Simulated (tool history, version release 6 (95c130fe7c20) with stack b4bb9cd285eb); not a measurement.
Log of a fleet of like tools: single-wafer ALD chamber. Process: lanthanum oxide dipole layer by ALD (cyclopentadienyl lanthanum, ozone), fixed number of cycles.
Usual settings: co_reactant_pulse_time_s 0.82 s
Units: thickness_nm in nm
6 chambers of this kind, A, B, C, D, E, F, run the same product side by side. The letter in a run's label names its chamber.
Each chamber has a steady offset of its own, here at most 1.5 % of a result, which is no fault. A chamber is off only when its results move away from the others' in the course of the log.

run   hour  co_reactant_pulse_time_s  hours since the last thermocouple change  hours since the last ozone generator service  read-back reference wafer on the same gauge, thickness_nm  thickness_nm
 1D   13.1                      0.82                                    1426.9                                         906.9                                                    0.45711       0.46921
 2F   25.4                      0.82                                     114.5                                         456.1                                                    0.45723       0.46008
 3C   34.4                      0.82                                     659.1                                         531.3                                                    0.45694       0.45963
 4B   42.2                      0.82                                     596.6                                         586.3                                                    0.45699       0.47014
 5A     51                      0.82                                     147.3                                         385.5                                                     0.4573       0.47052
 6E   61.2                      0.82                                     765.2                                         352.7                                                     0.4567       0.46435
 7B   74.5                      0.82                                     628.9                                         618.6                                                    0.45721       0.46864
 8E   88.8                      0.82                                     792.8                                         380.3                                                    0.45688       0.46505
 9A   99.6                      0.82                                     195.9                                         434.1                                                    0.45696       0.46605
10D  107.3                      0.82                                    1521.1                                        1001.1                                                     0.4564       0.46976
11F  119.5                      0.82                                     208.6                                         550.2                                                    0.45704       0.46245
12C  126.6                      0.82                                     751.3                                         623.5                                                    0.45712       0.46128
13E  139.4                      0.82                                     843.4                                         430.9                                                    0.45702       0.45751
14D  152.4                      0.82                                    1566.2                                        1046.2                                                    0.45677       0.47034
     158.2  -- chamber F: ozone generator serviced
15A  162.3                      0.82                                     258.6                                         496.8                                                    0.45649       0.46751
16B  174.1                      0.82                                     728.5                                         718.2                                                    0.45741       0.46916
17C  189.6                      0.82                                     814.3                                         686.5                                                    0.45698       0.46096
18F  197.6                         1                                     286.7                                          39.5                                                    0.45658       0.49175
19D  206.2                         1                                      1620                                          1100                                                    0.45695       0.50221
20A  216.7                         1                                       313                                         551.2                                                    0.45691       0.49794
21C  230.8                         1                                     855.5                                         727.7                                                    0.45682       0.49478
22B  246.1                         1                                     800.5                                         790.2                                                    0.45692       0.50374
23E  257.6                         1                                     961.6                                         549.1                                                    0.45681       0.49291
24F  270.9                      0.82                                       360                                         112.8                                                    0.45634       0.46189
25A  281.7                      0.59                                       378                                         616.2                                                    0.45697       0.40093
26D  292.3                      0.59                                    1706.1                                        1186.1                                                    0.45687       0.40277
     296.7  -- chamber B: thermocouple changed; heater temperature recalibrated
27F  301.6                      0.59                                     390.7                                         143.5                                                     0.4568       0.39474
28E  316.7                      0.59                                    1020.7                                         608.2                                                    0.45716       0.38519
29B  326.9                      0.59                                      30.2                                           871                                                    0.45703       0.40365
30C  340.8                      0.59                                     965.5                                         837.7                                                    0.45709       0.39792
31B  354.4                      0.82                                      57.7                                         898.5                                                    0.45684       0.47088
32C  367.8                      0.82                                     992.5                                         864.7                                                    0.45684       0.46466
33D  374.9                      0.82                                    1788.7                                        1268.7                                                    0.45711       0.47334
34E  387.7                      0.82                                    1091.7                                         679.2                                                     0.4571       0.44472
35A  396.8                         1                                     493.1                                         731.3                                                    0.45682       0.49868
36F  405.2                         1                                     494.3                                         247.1                                                    0.45738       0.49425
37B  416.2                         1                                     119.5                                         960.3                                                    0.45659       0.50628
38F  430.5                         1                                     519.6                                         272.4                                                    0.45719       0.49577
39D    444                         1                                    1857.8                                        1337.8                                                    0.45689       0.50237
40E  454.7                         1                                    1158.7                                         746.2                                                    0.45722       0.48252
41C  465.3                      1.05                                      1090                                         962.2                                                    0.45738       0.50097
42A  476.5                      1.05                                     572.8                                           811                                                    0.45723       0.51071
43A  486.7                      1.05                                       583                                         821.2                                                    0.45687        0.5044
44D  501.9                      1.05                                    1915.7                                        1395.7                                                    0.45748       0.51366

Is one chamber off against the others, does the gauge drift, or is nothing wrong? If a chamber is off, say which, and what the likeliest cause is.

Chamber E drifts away from the others.
Cause: ozone dose below that of a generator just serviced (%) = 12.1.

Here are 4 candidates for chamber E's next run, each the usual settings with a change, their results left as question marks. Which one brings its results back in line with what the others give on the usual settings?
In line means no further than this from the other chambers' mean on the usual settings: thickness_nm 0.0064 nm
45E-1  513.2                      0.94                                                                                                                                                                ?
45E-2  513.2                      0.67                                                                                                                                                                ?
45E-3  513.2                      0.72                                                                                                                                                                ?
45E-4  513.2                      1.04                                                                                                                                                                ?

The other chambers' mean on the usual settings: thickness_nm 0.46563 nm
  run  thickness_nm
45E-1       0.46578
45E-2       0.39743
45E-3       0.41269
45E-4       0.48382
45E-1 brings the chamber back in line.

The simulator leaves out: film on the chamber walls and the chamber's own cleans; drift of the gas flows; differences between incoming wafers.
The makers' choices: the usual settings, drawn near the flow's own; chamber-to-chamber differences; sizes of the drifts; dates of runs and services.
